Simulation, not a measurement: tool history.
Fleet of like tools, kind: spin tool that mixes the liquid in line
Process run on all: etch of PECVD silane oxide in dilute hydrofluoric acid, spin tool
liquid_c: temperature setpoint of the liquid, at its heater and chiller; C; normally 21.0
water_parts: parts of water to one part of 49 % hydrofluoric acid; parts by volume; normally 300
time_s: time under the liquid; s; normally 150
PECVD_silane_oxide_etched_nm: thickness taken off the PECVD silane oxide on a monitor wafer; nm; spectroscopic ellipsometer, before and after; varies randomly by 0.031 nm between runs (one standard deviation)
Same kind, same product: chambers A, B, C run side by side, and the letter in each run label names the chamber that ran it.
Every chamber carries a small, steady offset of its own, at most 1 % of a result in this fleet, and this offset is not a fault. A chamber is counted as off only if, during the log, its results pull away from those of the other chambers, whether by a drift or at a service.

run	hour	liquid_c	water_parts	time_s	read-back film thickness of the PECVD silane oxide reference wafer, read on the same gauge (nm)	PECVD_silane_oxide_etched_nm
1B	10.5	21.0	300	150	49.990	5.3909
2C	20.6	21.0	300	150	49.982	5.3637
3A	32.4	21.0	300	150	49.994	5.4494
4A	39.7	21.0	300	150	49.974	5.4615
5B	53.5	21.0	300	150	50.045	5.4607
6C	63.0	21.0	300	150	50.020	5.3827
7C	73.3	21.0	300	150	49.987	5.4466
8A	84.1	21.0	300	150	50.035	5.4638
9B	91.2	23.5	300	150	49.988	5.9655
10A	103.6	23.5	300	150	50.010	6.0103
11B	115.0	23.5	300	150	50.003	5.9900
12C	121.4	21.0	300	150	49.945	5.4235
13B	134.1	21.0	300	150	50.006	5.4937
14A	145.9	21.0	300	150	50.026	5.4591
15C	154.3	21.0	300	150	49.981	5.4276
# hour 159.8: chamber B: thermometer replaced
16C	168.0	21.0	300	150	49.988	5.4183
17B	176.1	21.0	300	150	50.001	5.5693
18A	190.3	21.0	300	150	50.017	5.5388
19A	200.8	21.0	300	150	50.015	5.4568
# hour 202.1: chamber C: hydrofluoric acid flow meter replaced
20C	209.9	25.0	240	150	50.019	8.3795
21B	223.1	25.0	240	150	49.993	8.5849
22C	234.8	25.0	240	150	50.032	8.2917
23A	246.6	21.0	300	150	49.950	5.4792
24B	261.4	21.0	300	150	49.998	5.6646

For the next run the whole fleet of 3 chambers uses the same settings. Give each chamber's results:
25A	272.1	21.0	300	150		?
25B	272.1	21.0	300	150		?
25C	272.1	21.0	300	150		?

run	PECVD_silane_oxide_etched_nm
25A	5.4716
25B	5.6741
25C	5.4518

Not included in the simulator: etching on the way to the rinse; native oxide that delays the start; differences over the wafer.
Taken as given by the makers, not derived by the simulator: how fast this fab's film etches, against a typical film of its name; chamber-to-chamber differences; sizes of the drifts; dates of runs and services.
